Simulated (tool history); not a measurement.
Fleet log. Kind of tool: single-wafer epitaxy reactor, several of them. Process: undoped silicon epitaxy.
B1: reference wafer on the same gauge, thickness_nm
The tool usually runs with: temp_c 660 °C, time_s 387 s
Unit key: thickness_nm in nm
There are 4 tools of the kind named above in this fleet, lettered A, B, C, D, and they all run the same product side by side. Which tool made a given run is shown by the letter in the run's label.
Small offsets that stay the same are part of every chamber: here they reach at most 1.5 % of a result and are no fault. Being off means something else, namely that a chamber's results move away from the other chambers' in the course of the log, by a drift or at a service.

Run 1C, hour 11.6: usual settings; B1 94.513. Result: thickness_nm 79.85 nm.
Run 2A, hour 20: usual settings; B1 94.489. Result: thickness_nm 79.796 nm.
Run 3D, hour 36.3: usual settings; B1 94.468. Result: thickness_nm 81.097 nm.
Run 4B, hour 49.3: usual settings; B1 94.335. Result: thickness_nm 81.09 nm.
Run 5B, hour 58.1: usual settings but temp_c 651 °C, time_s 430 s; B1 94.543. Result: thickness_nm 73.81 nm.
Run 6A, hour 67.7: usual settings but temp_c 651 °C, time_s 430 s; B1 94.462. Result: thickness_nm 73.45 nm.
Run 7C, hour 83.9: usual settings but temp_c 651 °C, time_s 430 s; B1 94.467. Result: thickness_nm 73.641 nm.
Run 8D, hour 91.4: usual settings but temp_c 651 °C, time_s 430 s; B1 94.538. Result: thickness_nm 73.256 nm.
Run 9D, hour 99.8: usual settings; B1 94.518. Result: thickness_nm 80.156 nm.
Run 10C, hour 112.2: usual settings; B1 94.461. Result: thickness_nm 80.907 nm.
Run 11A, hour 123.8: usual settings; B1 94.488. Result: thickness_nm 79.77 nm.
Run 12B, hour 131.5: usual settings; B1 94.349. Result: thickness_nm 82.863 nm.
Run 13C, hour 144.3: usual settings; B1 94.514. Result: thickness_nm 79.807 nm.
Run 14A, hour 153.5: usual settings but temp_c 668 °C, time_s 325 s; B1 94.552. Result: thickness_nm 78.546 nm.
Run 15D, hour 162.8: usual settings but temp_c 668 °C, time_s 325 s; B1 94.462. Result: thickness_nm 80.653 nm.
Run 16B, hour 170.1: usual settings but temp_c 668 °C, time_s 325 s; B1 94.462. Result: thickness_nm 82.595 nm.
Run 17D, hour 180.2: usual settings but temp_c 668 °C, time_s 325 s; B1 94.542. Result: thickness_nm 80.699 nm.
Run 18B, hour 192: usual settings; B1 94.613. Result: thickness_nm 83.622 nm.
Run 19C, hour 203.6: usual settings; B1 94.654. Result: thickness_nm 81.631 nm.
Run 20A, hour 219: usual settings but time_s 413 s; B1 94.552. Result: thickness_nm 84.285 nm.
Run 21D, hour 230.7: usual settings but time_s 413 s; B1 94.44. Result: thickness_nm 85.411 nm.
Run 22A, hour 246.1: usual settings but time_s 413 s; B1 94.602. Result: thickness_nm 84.349 nm.
Run 23B, hour 257.7: usual settings but time_s 413 s; B1 94.522. Result: thickness_nm 92.421 nm.
Run 24C, hour 267.5: usual settings; B1 94.532. Result: thickness_nm 80.401 nm.
Run 25B, hour 283.3: usual settings; B1 94.622. Result: thickness_nm 85.943 nm.
Run 26C, hour 290.6: usual settings; B1 94.527. Result: thickness_nm 80.768 nm.

Next, all 4 chambers run the settings below, one line each with question marks for the results. What does each chamber give?
Run 27A, hour 302.4: usual settings. Result: thickness_nm ?.
Run 27B, hour 302.4: usual settings. Result: thickness_nm ?.
Run 27C, hour 302.4: usual settings. Result: thickness_nm ?.
Run 27D, hour 302.4: usual settings. Result: thickness_nm ?.

run  thickness_nm
27A         79.71
27B        86.527
27C        79.711
27D        80.002
